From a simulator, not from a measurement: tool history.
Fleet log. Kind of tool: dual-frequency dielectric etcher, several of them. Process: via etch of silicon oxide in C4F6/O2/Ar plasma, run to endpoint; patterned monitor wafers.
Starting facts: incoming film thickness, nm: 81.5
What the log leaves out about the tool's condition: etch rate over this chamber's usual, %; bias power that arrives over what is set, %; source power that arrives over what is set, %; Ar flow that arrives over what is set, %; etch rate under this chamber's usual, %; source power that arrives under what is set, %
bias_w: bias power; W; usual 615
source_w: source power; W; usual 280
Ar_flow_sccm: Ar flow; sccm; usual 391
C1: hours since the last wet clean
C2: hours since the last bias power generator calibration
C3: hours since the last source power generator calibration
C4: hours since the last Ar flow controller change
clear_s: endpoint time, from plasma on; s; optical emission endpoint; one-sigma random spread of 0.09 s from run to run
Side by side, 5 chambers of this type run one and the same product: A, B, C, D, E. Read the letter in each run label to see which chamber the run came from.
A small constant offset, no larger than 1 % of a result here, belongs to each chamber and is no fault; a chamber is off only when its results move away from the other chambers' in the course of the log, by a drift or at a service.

{"run": "1D", "hour": 15.1, "bias_w": 615, "source_w": 280, "Ar_flow_sccm": 391, "C1": 82.7, "C2": 5203.8, "C3": 1395.2, "C4": 1033.4, "clear_s": 19.274}
{"hour": 24.7, "done": "chamber D: bias power generator calibrated"}
{"run": "2E", "hour": 25.0, "bias_w": 615, "source_w": 280, "Ar_flow_sccm": 391, "C1": 109.1, "C2": 308.9, "C3": 3657.4, "C4": 1616.2, "clear_s": 19.442}
{"run": "3B", "hour": 38.2, "bias_w": 615, "source_w": 280, "Ar_flow_sccm": 391, "C1": 214.3, "C2": 392.6, "C3": 2339.3, "C4": 286.4, "clear_s": 19.623}
{"run": "4A", "hour": 50.5, "bias_w": 615, "source_w": 280, "Ar_flow_sccm": 391, "C1": 349.9, "C2": 1867.3, "C3": 703.2, "C4": 1323.7, "clear_s": 19.48}
{"hour": 59.9, "done": "chamber E: Ar flow controller replaced"}
{"run": "5C", "hour": 66.2, "bias_w": 615, "source_w": 280, "Ar_flow_sccm": 391, "C1": 416.9, "C2": 1025, "C3": 1170.4, "C4": 1347.5, "clear_s": 19.5}
{"run": "6E", "hour": 79.6, "bias_w": 615, "source_w": 280, "Ar_flow_sccm": 391, "C1": 163.7, "C2": 363.5, "C3": 3712, "C4": 19.8, "clear_s": 19.435}
{"run": "7B", "hour": 94.2, "bias_w": 615, "source_w": 280, "Ar_flow_sccm": 391, "C1": 270.3, "C2": 448.6, "C3": 2395.3, "C4": 342.4, "clear_s": 19.668}
{"run": "8D", "hour": 101.1, "bias_w": 615, "source_w": 280, "Ar_flow_sccm": 391, "C1": 168.7, "C2": 76.5, "C3": 1481.2, "C4": 1119.4, "clear_s": 19.378}
{"hour": 103.3, "done": "chamber A: wet clean of the chamber"}
{"run": "9C", "hour": 111.8, "bias_w": 661, "source_w": 220, "Ar_flow_sccm": 391, "C1": 462.5, "C2": 1070.6, "C3": 1216, "C4": 1393.1, "clear_s": 20.732}
{"run": "10A", "hour": 121.4, "bias_w": 661, "source_w": 220, "Ar_flow_sccm": 391, "C1": 18.1, "C2": 1938.2, "C3": 774.1, "C4": 1394.6, "clear_s": 20.619}
{"run": "11A", "hour": 133.2, "bias_w": 661, "source_w": 220, "Ar_flow_sccm": 391, "C1": 29.9, "C2": 1950, "C3": 785.9, "C4": 1406.4, "clear_s": 20.519}
{"hour": 143.9, "done": "chamber C: wet clean of the chamber"}
{"run": "12B", "hour": 146.0, "bias_w": 661, "source_w": 220, "Ar_flow_sccm": 391, "C1": 322.1, "C2": 500.4, "C3": 2447.1, "C4": 394.2, "clear_s": 20.738}
{"run": "13C", "hour": 156.8, "bias_w": 661, "source_w": 220, "Ar_flow_sccm": 391, "C1": 13, "C2": 1115.6, "C3": 1261, "C4": 1438.1, "clear_s": 20.708}
{"run": "14E", "hour": 167.8, "bias_w": 615, "source_w": 280, "Ar_flow_sccm": 391, "C1": 251.9, "C2": 451.7, "C3": 3800.2, "C4": 108, "clear_s": 19.444}
{"run": "15D", "hour": 178.6, "bias_w": 615, "source_w": 280, "Ar_flow_sccm": 391, "C1": 246.2, "C2": 154, "C3": 1558.7, "C4": 1196.9, "clear_s": 19.417}
{"run": "16C", "hour": 194.0, "bias_w": 615, "source_w": 280, "Ar_flow_sccm": 391, "C1": 50.2, "C2": 1152.8, "C3": 1298.2, "C4": 1475.3, "clear_s": 19.646}
{"run": "17A", "hour": 206.6, "bias_w": 615, "source_w": 280, "Ar_flow_sccm": 391, "C1": 103.3, "C2": 2023.4, "C3": 859.3, "C4": 1479.8, "clear_s": 19.625}
{"hour": 209.4, "done": "chamber E: source power generator calibrated"}
{"run": "18B", "hour": 219.4, "bias_w": 615, "source_w": 280, "Ar_flow_sccm": 391, "C1": 395.5, "C2": 573.8, "C3": 2520.5, "C4": 467.6, "clear_s": 19.549}
{"run": "19E", "hour": 226.1, "bias_w": 615, "source_w": 280, "Ar_flow_sccm": 391, "C1": 310.2, "C2": 510, "C3": 16.7, "C4": 166.3, "clear_s": 19.284}
{"run": "20D", "hour": 238.2, "bias_w": 615, "source_w": 280, "Ar_flow_sccm": 391, "C1": 305.8, "C2": 213.6, "C3": 1618.3, "C4": 1256.5, "clear_s": 19.432}
{"hour": 245.4, "done": "chamber B: wet clean of the chamber"}
{"run": "21A", "hour": 247.2, "bias_w": 615, "source_w": 280, "Ar_flow_sccm": 391, "C1": 143.9, "C2": 2064, "C3": 899.9, "C4": 1520.4, "clear_s": 19.626}
{"run": "22D", "hour": 261.8, "bias_w": 615, "source_w": 280, "Ar_flow_sccm": 391, "C1": 329.4, "C2": 237.2, "C3": 1641.9, "C4": 1280.1, "clear_s": 19.471}
{"run": "23C", "hour": 275.6, "bias_w": 615, "source_w": 280, "Ar_flow_sccm": 391, "C1": 131.8, "C2": 1234.4, "C3": 1379.8, "C4": 1556.9, "clear_s": 19.584}
{"hour": 281.9, "done": "chamber E: wet clean of the chamber"}
{"run": "24B", "hour": 286.9, "bias_w": 615, "source_w": 280, "Ar_flow_sccm": 391, "C1": 41.5, "C2": 641.3, "C3": 2588, "C4": 535.1, "clear_s": 20.339}
{"run": "25E", "hour": 300.5, "bias_w": 615, "source_w": 280, "Ar_flow_sccm": 391, "C1": 18.6, "C2": 584.4, "C3": 91.1, "C4": 240.7, "clear_s": 19.542}
{"run": "26A", "hour": 311.8, "bias_w": 615, "source_w": 280, "Ar_flow_sccm": 391, "C1": 208.5, "C2": 2128.6, "C3": 964.5, "C4": 1585, "clear_s": 19.507}
{"run": "27D", "hour": 322.3, "bias_w": 615, "source_w": 280, "Ar_flow_sccm": 391, "C1": 389.9, "C2": 297.7, "C3": 1702.4, "C4": 1340.6, "clear_s": 19.358}
{"run": "28C", "hour": 331.7, "bias_w": 615, "source_w": 280, "Ar_flow_sccm": 391, "C1": 187.9, "C2": 1290.5, "C3": 1435.9, "C4": 1613, "clear_s": 19.485}
{"run": "29B", "hour": 338.7, "bias_w": 615, "source_w": 280, "Ar_flow_sccm": 391, "C1": 93.3, "C2": 693.1, "C3": 2639.8, "C4": 586.9, "clear_s": 20.308}
{"run": "30E", "hour": 353.9, "bias_w": 615, "source_w": 280, "Ar_flow_sccm": 391, "C1": 72, "C2": 637.8, "C3": 144.5, "C4": 294.1, "clear_s": 19.265}
{"run": "31B", "hour": 368.5, "bias_w": 615, "source_w": 280, "Ar_flow_sccm": 391, "C1": 123.1, "C2": 722.9, "C3": 2669.6, "C4": 616.7, "clear_s": 20.305}
{"run": "32A", "hour": 383.9, "bias_w": 615, "source_w": 280, "Ar_flow_sccm": 391, "C1": 280.6, "C2": 2200.7, "C3": 1036.6, "C4": 1657.1, "clear_s": 19.573}
{"run": "33E", "hour": 397.1, "bias_w": 615, "source_w": 280, "Ar_flow_sccm": 391, "C1": 115.2, "C2": 681, "C3": 187.7, "C4": 337.3, "clear_s": 19.341}
{"run": "34C", "hour": 412.6, "bias_w": 615, "source_w": 280, "Ar_flow_sccm": 391, "C1": 268.8, "C2": 1371.4, "C3": 1516.8, "C4": 1693.9, "clear_s": 19.791}
{"run": "35D", "hour": 424.6, "bias_w": 615, "source_w": 280, "Ar_flow_sccm": 391, "C1": 492.2, "C2": 400, "C3": 1804.7, "C4": 1442.9, "clear_s": 19.367}
{"run": "36B", "hour": 439.5, "bias_w": 615, "source_w": 280, "Ar_flow_sccm": 391, "C1": 194.1, "C2": 793.9, "C3": 2740.6, "C4": 687.7, "clear_s": 20.257}
{"run": "37A", "hour": 446.3, "bias_w": 615, "source_w": 280, "Ar_flow_sccm": 391, "C1": 343, "C2": 2263.1, "C3": 1099, "C4": 1719.5, "clear_s": 19.412}
{"run": "38E", "hour": 455.3, "bias_w": 615, "source_w": 280, "Ar_flow_sccm": 391, "C1": 173.4, "C2": 739.2, "C3": 245.9, "C4": 395.5, "clear_s": 19.511}
{"run": "39D", "hour": 465.4, "bias_w": 615, "source_w": 280, "Ar_flow_sccm": 391, "C1": 533, "C2": 440.8, "C3": 1845.5, "C4": 1483.7, "clear_s": 19.353}
{"run": "40C", "hour": 476.2, "bias_w": 615, "source_w": 280, "Ar_flow_sccm": 391, "C1": 332.4, "C2": 1435, "C3": 1580.4, "C4": 1757.5, "clear_s": 19.549}
{"hour": 477.7, "done": "chamber D: wet clean of the chamber"}
{"run": "41D", "hour": 485.8, "bias_w": 615, "source_w": 280, "Ar_flow_sccm": 391, "C1": 8.1, "C2": 461.2, "C3": 1865.9, "C4": 1504.1, "clear_s": 19.471}
{"run": "42C", "hour": 493.8, "bias_w": 615, "source_w": 280, "Ar_flow_sccm": 350, "C1": 350, "C2": 1452.6, "C3": 1598, "C4": 1775.1, "clear_s": 19.327}
{"run": "43E", "hour": 505.0, "bias_w": 615, "source_w": 280, "Ar_flow_sccm": 350, "C1": 223.1, "C2": 788.9, "C3": 295.6, "C4": 445.2, "clear_s": 19.063}

For the next run the whole fleet of 5 chambers uses the same settings. Give each chamber's results:
{"run": "44A", "hour": 516.2, "bias_w": 615, "source_w": 280, "Ar_flow_sccm": 391, "clear_s": "?"}
{"run": "44B", "hour": 516.2, "bias_w": 615, "source_w": 280, "Ar_flow_sccm": 391, "clear_s": "?"}
{"run": "44C", "hour": 516.2, "bias_w": 615, "source_w": 280, "Ar_flow_sccm": 391, "clear_s": "?"}
{"run": "44D", "hour": 516.2, "bias_w": 615, "source_w": 280, "Ar_flow_sccm": 391, "clear_s": "?"}
{"run": "44E", "hour": 516.2, "bias_w": 615, "source_w": 280, "Ar_flow_sccm": 391, "clear_s": "?"}

run=44A clear_s=19.519
run=44B clear_s=20.245
run=44C clear_s=19.636
run=44D clear_s=19.548
run=44E clear_s=19.333

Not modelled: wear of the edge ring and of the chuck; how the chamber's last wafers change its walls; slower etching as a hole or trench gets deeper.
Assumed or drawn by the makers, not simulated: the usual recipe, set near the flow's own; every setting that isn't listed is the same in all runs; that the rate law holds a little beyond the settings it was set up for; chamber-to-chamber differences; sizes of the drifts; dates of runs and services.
